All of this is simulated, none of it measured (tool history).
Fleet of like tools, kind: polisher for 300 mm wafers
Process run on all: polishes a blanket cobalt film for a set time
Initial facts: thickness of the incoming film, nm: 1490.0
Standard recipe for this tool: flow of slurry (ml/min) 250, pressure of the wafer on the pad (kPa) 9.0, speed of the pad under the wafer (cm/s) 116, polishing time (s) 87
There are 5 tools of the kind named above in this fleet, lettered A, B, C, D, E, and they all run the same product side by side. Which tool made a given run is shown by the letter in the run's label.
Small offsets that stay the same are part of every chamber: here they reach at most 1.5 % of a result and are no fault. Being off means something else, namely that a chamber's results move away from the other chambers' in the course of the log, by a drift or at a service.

run   hour  flow of slurry (ml/min)  pressure of the wafer on the pad (kPa)  speed of the pad under the wafer (cm/s)  polishing time (s)  film removed (angstrom)
       9.2  -- chamber D: worn pad replaced by a new one
 1B   11.5                      250                                     9.0                                      116                  87                   3144.7
 2C   21.4                      250                                     9.0                                      116                  87                   3186.3
      25.8  -- chamber B: worn pad replaced by a new one
      28.0  -- chamber C: worn pad replaced by a new one
 3E   35.6                      250                                     9.0                                      116                  87                   3188.0
 4A   44.0                      250                                     9.0                                      116                  87                   3115.5
 5D   55.9                      250                                     9.0                                      116                  87                   3177.5
 6A   69.8                      250                                     9.0                                      116                  87                   3137.5
 7E   80.8                      250                                     9.0                                      116                  87                   3202.3
      92.1  -- chamber A: worn pad replaced by a new one
      94.9  -- chamber C: worn pad replaced by a new one
 8C   96.8                      250                                     9.0                                      116                  87                   3159.3
 9D  107.2                      330                                     9.0                                      146                  87                   4116.9
     108.1  -- chamber B: worn pad replaced by a new one
     109.0  -- chamber D: worn pad replaced by a new one
10B  116.7                      330                                     9.0                                      146                  87                   3982.2
     127.1  -- chamber D: slurry nozzle cleaned
11D  128.5                      330                                     9.0                                      146                  87                   4112.9
12C  142.7                      330                                     9.0                                      146                  87                   4169.4
13B  157.7                      330                                     9.0                                      146                  87                   3990.8
14E  170.9                      250                                     9.0                                      116                  87                   3111.6
     176.6  -- chamber C: worn pad replaced by a new one
     185.2  -- chamber B: worn pad replaced by a new one
15A  185.6                      250                                     9.0                                      116                  87                   3129.7
     192.0  -- chamber A: worn pad replaced by a new one
     198.9  -- chamber C: slurry nozzle cleaned
16C  200.7                      250                                     9.0                                       94                  87                   2534.3
17D  211.1                      250                                     9.0                                       94                  87                   2591.2
     215.2  -- chamber B: slurry nozzle cleaned
18E  222.5                      250                                     9.0                                       94                  87                   2487.7
     224.0  -- chamber D: worn pad replaced by a new one
19A  237.6                      250                                     9.0                                       94                  87                   2545.9
20B  246.6                      250                                     9.0                                       94                  87                   2518.1
     247.7  -- chamber B: worn pad replaced by a new one
     251.5  -- chamber C: worn pad replaced by a new one
21D  254.0                      250                                     9.0                                      116                  87                   3118.3
22E  269.8                      250                                     9.0                                      116                  87                   3024.8
     277.2  -- chamber C: head pressure recalibrated
23B  280.6                      250                                     9.0                                      116                  87                   3109.6
     285.8  -- chamber A: worn pad replaced by a new one
24A  295.6                      250                                     9.0                                      116                  87                   3112.2
25C  304.0                      250                                     9.0                                      116                  87                   3161.1
26B  312.3                      250                                     9.0                                      116                  87                   3083.0
27E  322.1                      250                                     9.0                                      116                  87                   2897.4
     325.2  -- chamber C: worn pad replaced by a new one
28A  332.4                      250                                     9.0                                      116                  87                   3121.0
     340.5  -- chamber D: slurry nozzle cleaned
     345.7  -- chamber D: worn pad replaced by a new one
29D  348.5                      250                                     9.0                                      116                  87                   3195.4
30C  355.6                      250                                     9.0                                      116                  87                   3177.8
31C  363.7                      250                                     9.0                                      116                  87                   3153.0

Which is it: a chamber that has drifted or been left off by a service, a gauge drift common to all chambers, or only each chamber's usual small offset? If a chamber is off, name it and its likeliest cause.

One chamber, E, drifts off from the rest bit by bit.
Most likely cause: removal rate lost through wear of the pad, % = 9.93.
The log may not tell that from: head's pressure below its setpoint, %.

Here are 4 candidates for chamber E's next run, each the usual settings with a change, their results left as question marks. Which one brings its results back in line with what the others give on the usual settings?
In line means no further than this from the other chambers' mean on the usual settings: film removed (angstrom) 110.0
32E-1  375.2                      250                                     8.3                                      110                  82                        ?
32E-2  375.2                      250                                     9.0                                      116                  95                        ?
32E-3  375.2                      245                                     9.0                                      116                  79                        ?
32E-4  375.2                      250                                     9.7                                      124                  93                        ?

Other chambers, usual settings, mean: film removed (angstrom) 3139.3
  run  film removed (angstrom)
32E-1                   2338.2
32E-2                   3097.2
32E-3                   2569.9
32E-4                   3492.3
32E-2 is the one that brings the chamber's results back in line with the other chambers.
